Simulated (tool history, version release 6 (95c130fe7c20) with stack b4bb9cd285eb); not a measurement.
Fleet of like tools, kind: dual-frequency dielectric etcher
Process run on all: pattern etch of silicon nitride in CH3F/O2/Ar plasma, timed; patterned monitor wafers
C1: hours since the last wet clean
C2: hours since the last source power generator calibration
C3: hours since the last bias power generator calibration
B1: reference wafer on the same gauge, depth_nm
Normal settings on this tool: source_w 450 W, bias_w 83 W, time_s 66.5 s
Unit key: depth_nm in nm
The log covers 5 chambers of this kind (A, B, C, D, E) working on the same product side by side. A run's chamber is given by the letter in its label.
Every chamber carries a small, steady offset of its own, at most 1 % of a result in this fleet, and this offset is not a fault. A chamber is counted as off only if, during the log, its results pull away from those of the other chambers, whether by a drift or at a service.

run 1E hour=6.6 | source_w=450 bias_w=83 time_s=66.5 | C1=324.9 C2=1305 C3=1094.6 | B1=45.183 | depth_nm=52.004
run 2B hour=12.6 | source_w=450 bias_w=83 time_s=66.5 | C1=282.2 C2=2979.6 C3=2407.5 | B1=45.153 | depth_nm=51.103
run 3D hour=18.2 | source_w=450 bias_w=83 time_s=66.5 | C1=30.3 C2=1021.6 C3=1324.9 | B1=45.217 | depth_nm=51.041
run 4C hour=24.6 | source_w=450 bias_w=83 time_s=66.5 | C1=278.8 C2=3033.9 C3=2659.1 | B1=45.161 | depth_nm=51.201
run 5A hour=33.4 | source_w=450 bias_w=83 time_s=66.5 | C1=574.3 C2=961.9 C3=1002.8 | B1=45.196 | depth_nm=51.432
run 6A hour=41.7 | source_w=450 bias_w=64 time_s=55.5 | C1=582.6 C2=970.2 C3=1011.1 | B1=45.204 | depth_nm=39.402
-- hour=45.9 chamber A: wet clean of the chamber
run 7D hour=51 | source_w=450 bias_w=64 time_s=55.5 | C1=63.1 C2=1054.4 C3=1357.7 | B1=45.18 | depth_nm=39.277
run 8C hour=57.5 | source_w=450 bias_w=64 time_s=55.5 | C1=311.7 C2=3066.8 C3=2692 | B1=45.163 | depth_nm=39.021
run 9B hour=64 | source_w=450 bias_w=64 time_s=55.5 | C1=333.6 C2=3031 C3=2458.9 | B1=45.188 | depth_nm=38.923
run 10E hour=68.4 | source_w=450 bias_w=64 time_s=55.5 | C1=386.7 C2=1366.8 C3=1156.4 | B1=45.234 | depth_nm=39.406
run 11E hour=76.9 | source_w=450 bias_w=83 time_s=66.5 | C1=395.2 C2=1375.3 C3=1164.9 | B1=45.179 | depth_nm=51.364
run 12D hour=84.7 | source_w=450 bias_w=83 time_s=66.5 | C1=96.8 C2=1088.1 C3=1391.4 | B1=45.214 | depth_nm=51.377
run 13C hour=93.1 | source_w=450 bias_w=83 time_s=66.5 | C1=347.3 C2=3102.4 C3=2727.6 | B1=45.212 | depth_nm=51.208
run 14A hour=102.2 | source_w=450 bias_w=83 time_s=66.5 | C1=56.3 C2=1030.7 C3=1071.6 | B1=45.225 | depth_nm=51.624
run 15B hour=109.1 | source_w=450 bias_w=83 time_s=56.5 | C1=378.7 C2=3076.1 C3=2504 | B1=45.192 | depth_nm=44.103
run 16D hour=119 | source_w=450 bias_w=83 time_s=56.5 | C1=131.1 C2=1122.4 C3=1425.7 | B1=45.174 | depth_nm=43.54
run 17A hour=124.5 | source_w=450 bias_w=83 time_s=56.5 | C1=78.6 C2=1053 C3=1093.9 | B1=45.229 | depth_nm=43.85
run 18B hour=130.4 | source_w=450 bias_w=83 time_s=56.5 | C1=400 C2=3097.4 C3=2525.3 | B1=45.217 | depth_nm=44.371
run 19C hour=137.6 | source_w=450 bias_w=83 time_s=56.5 | C1=391.8 C2=3146.9 C3=2772.1 | B1=45.216 | depth_nm=43.601
run 20E hour=142.3 | source_w=450 bias_w=83 time_s=66.5 | C1=460.6 C2=1440.7 C3=1230.3 | B1=45.209 | depth_nm=51.211
run 21A hour=150.2 | source_w=450 bias_w=83 time_s=66.5 | C1=104.3 C2=1078.7 C3=1119.6 | B1=45.236 | depth_nm=51.816
run 22E hour=158.2 | source_w=550 bias_w=64 time_s=66.5 | C1=476.5 C2=1456.6 C3=1246.2 | B1=45.189 | depth_nm=51.012
run 23C hour=164.7 | source_w=550 bias_w=64 time_s=66.5 | C1=418.9 C2=3174 C3=2799.2 | B1=45.161 | depth_nm=50.741
run 24D hour=169 | source_w=550 bias_w=64 time_s=66.5 | C1=181.1 C2=1172.4 C3=1475.7 | B1=45.224 | depth_nm=50.505
run 25B hour=178.6 | source_w=550 bias_w=64 time_s=66.5 | C1=448.2 C2=3145.6 C3=2573.5 | B1=45.197 | depth_nm=52.419
run 26C hour=187.3 | source_w=550 bias_w=64 time_s=66.5 | C1=441.5 C2=3196.6 C3=2821.8 | B1=45.195 | depth_nm=50.38
run 27A hour=195.9 | source_w=450 bias_w=83 time_s=66.5 | C1=150 C2=1124.4 C3=1165.3 | B1=45.25 | depth_nm=51.522
run 28B hour=200.5 | source_w=450 bias_w=83 time_s=66.5 | C1=470.1 C2=3167.5 C3=2595.4 | B1=45.242 | depth_nm=53.241
-- hour=207.8 chamber C: wet clean of the chamber
run 29E hour=208.3 | source_w=450 bias_w=83 time_s=66.5 | C1=526.6 C2=1506.7 C3=1296.3 | B1=45.213 | depth_nm=51.926
-- hour=213.5 chamber E: wet clean of the chamber
run 30D hour=214.6 | source_w=450 bias_w=83 time_s=66.5 | C1=226.7 C2=1218 C3=1521.3 | B1=45.224 | depth_nm=51.04
run 31E hour=221.6 | source_w=450 bias_w=83 time_s=66.5 | C1=8.1 C2=1520 C3=1309.6 | B1=45.234 | depth_nm=51.565
run 32C hour=227.5 | source_w=450 bias_w=83 time_s=66.5 | C1=19.8 C2=3236.8 C3=2862 | B1=45.199 | depth_nm=51.061
run 33B hour=235.2 | source_w=450 bias_w=83 time_s=55.5 | C1=504.8 C2=3202.2 C3=2630.1 | B1=45.224 | depth_nm=44.882

Next, all 5 chambers run the settings below, one line each with question marks for the results. What does each chamber give?
run 34A hour=242.4 | source_w=450 bias_w=101 time_s=66.5 | depth_nm=?
run 34B hour=242.4 | source_w=450 bias_w=101 time_s=66.5 | depth_nm=?
run 34C hour=242.4 | source_w=450 bias_w=101 time_s=66.5 | depth_nm=?
run 34D hour=242.4 | source_w=450 bias_w=101 time_s=66.5 | depth_nm=?
run 34E hour=242.4 | source_w=450 bias_w=101 time_s=66.5 | depth_nm=?

run=34A depth_nm=55.32
run=34B depth_nm=57.59
run=34C depth_nm=55.109
run=34D depth_nm=54.807
run=34E depth_nm=55.13
